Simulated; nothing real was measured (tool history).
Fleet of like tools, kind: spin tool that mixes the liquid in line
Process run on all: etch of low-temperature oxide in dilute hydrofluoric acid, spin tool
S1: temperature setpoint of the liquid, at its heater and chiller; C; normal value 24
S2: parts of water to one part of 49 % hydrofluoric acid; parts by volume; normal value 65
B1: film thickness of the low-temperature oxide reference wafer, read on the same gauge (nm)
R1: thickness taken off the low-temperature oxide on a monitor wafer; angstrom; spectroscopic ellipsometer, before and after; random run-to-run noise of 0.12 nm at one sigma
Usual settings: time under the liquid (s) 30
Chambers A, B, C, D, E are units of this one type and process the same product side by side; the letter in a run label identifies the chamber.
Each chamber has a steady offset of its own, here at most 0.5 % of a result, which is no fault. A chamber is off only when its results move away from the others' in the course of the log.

Run 1B, day 0.25: usual settings; B1 130. Result: R1 170.37 angstrom.
Run 2E, day 0.433: usual settings; B1 129.99. Result: R1 170.62 angstrom.
Run 3A, day 0.662: usual settings; B1 129.99. Result: R1 169.51 angstrom.
Run 4D, day 0.883: usual settings; B1 129.98. Result: R1 172.13 angstrom.
Run 5C, day 1.008: usual settings; B1 130.01. Result: R1 172.18 angstrom.
Run 6B, day 1.275: usual settings; B1 130.01. Result: R1 170.33 angstrom.
Run 7D, day 1.458: usual settings; B1 130.01. Result: R1 171.72 angstrom.
Run 8C, day 1.642: usual settings; B1 130. Result: R1 169.48 angstrom.
Run 9E, day 1.812: usual settings; B1 130. Result: R1 168.47 angstrom.
Run 10A, day 1.988: usual settings; B1 130.02. Result: R1 167.41 angstrom.
Run 11A, day 2.196: usual settings; B1 130.03. Result: R1 170.25 angstrom.
Run 12C, day 2.462: usual settings; B1 130.01. Result: R1 169.13 angstrom.
Run 13D, day 2.675: usual settings; B1 129.97. Result: R1 171.14 angstrom.
Run 14B, day 2.858: usual settings; B1 130.02. Result: R1 169.69 angstrom.
Run 15E, day 2.992: usual settings; B1 130.03. Result: R1 170.83 angstrom.
Run 16A, day 3.238: usual settings; B1 130. Result: R1 167.3 angstrom.
Run 17D, day 3.446: usual settings; B1 130.02. Result: R1 172.37 angstrom.
Run 18B, day 3.712: usual settings; B1 129.99. Result: R1 168.62 angstrom.
Run 19E, day 3.962: usual settings but S1 22.5 C, time under the liquid (s) 25; B1 129.99. Result: R1 133.02 angstrom.
Run 20C, day 4.083: usual settings but S1 22.5 C, time under the liquid (s) 25; B1 129.98. Result: R1 130.62 angstrom.
Run 21A, day 4.212: usual settings but S1 22.5 C, time under the liquid (s) 25; B1 130.02. Result: R1 132.62 angstrom.
Run 22E, day 4.421: usual settings but S1 22.5 C, time under the liquid (s) 25; B1 129.99. Result: R1 130.99 angstrom.
Run 23B, day 4.662: usual settings but S1 22.5 C, time under the liquid (s) 25; B1 130. Result: R1 133.66 angstrom.
Run 24C, day 4.912: usual settings; B1 129.97. Result: R1 166.57 angstrom.
Run 25D, day 5.062: usual settings; B1 129.98. Result: R1 174.17 angstrom.
Run 26A, day 5.229: usual settings but S1 20.5 C; B1 130. Result: R1 146.28 angstrom.
Run 27B, day 5.442: usual settings but S1 20.5 C; B1 130.04. Result: R1 149.07 angstrom.
Run 28D, day 5.621: usual settings but S1 20.5 C; B1 129.97. Result: R1 147.75 angstrom.
Run 29E, day 5.825: usual settings but S1 20.5 C; B1 129.99. Result: R1 148.12 angstrom.
Run 30C, day 6.046: usual settings but S1 20.5 C; B1 130. Result: R1 141.95 angstrom.
Run 31A, day 6.275: usual settings; B1 130. Result: R1 171.98 angstrom.
Run 32C, day 6.454: usual settings; B1 129.96. Result: R1 161.34 angstrom.
Run 33B, day 6.7: usual settings; B1 130. Result: R1 168.1 angstrom.
Run 34D, day 6.933: usual settings; B1 129.98. Result: R1 173.24 angstrom.
Run 35E, day 7.092: usual settings; B1 130. Result: R1 171.53 angstrom.
Run 36E, day 7.242: usual settings; B1 130. Result: R1 170.27 angstrom.
Run 37B, day 7.388: usual settings; B1 130.01. Result: R1 169.11 angstrom.
Run 38D, day 7.521: usual settings; B1 129.96. Result: R1 171.68 angstrom.
Run 39C, day 7.767: usual settings; B1 130. Result: R1 159.61 angstrom.

Predict what each chamber gives when all 5 of them run the settings below next.
Run 40A, day 7.958: usual settings. Result: R1 ?.
Run 40B, day 7.958: usual settings. Result: R1 ?.
Run 40C, day 7.958: usual settings. Result: R1 ?.
Run 40D, day 7.958: usual settings. Result: R1 ?.
Run 40E, day 7.958: usual settings. Result: R1 ?.

run      R1
40A  169.37
40B  168.42
40C  157.62
40D  168.18
40E  169.42
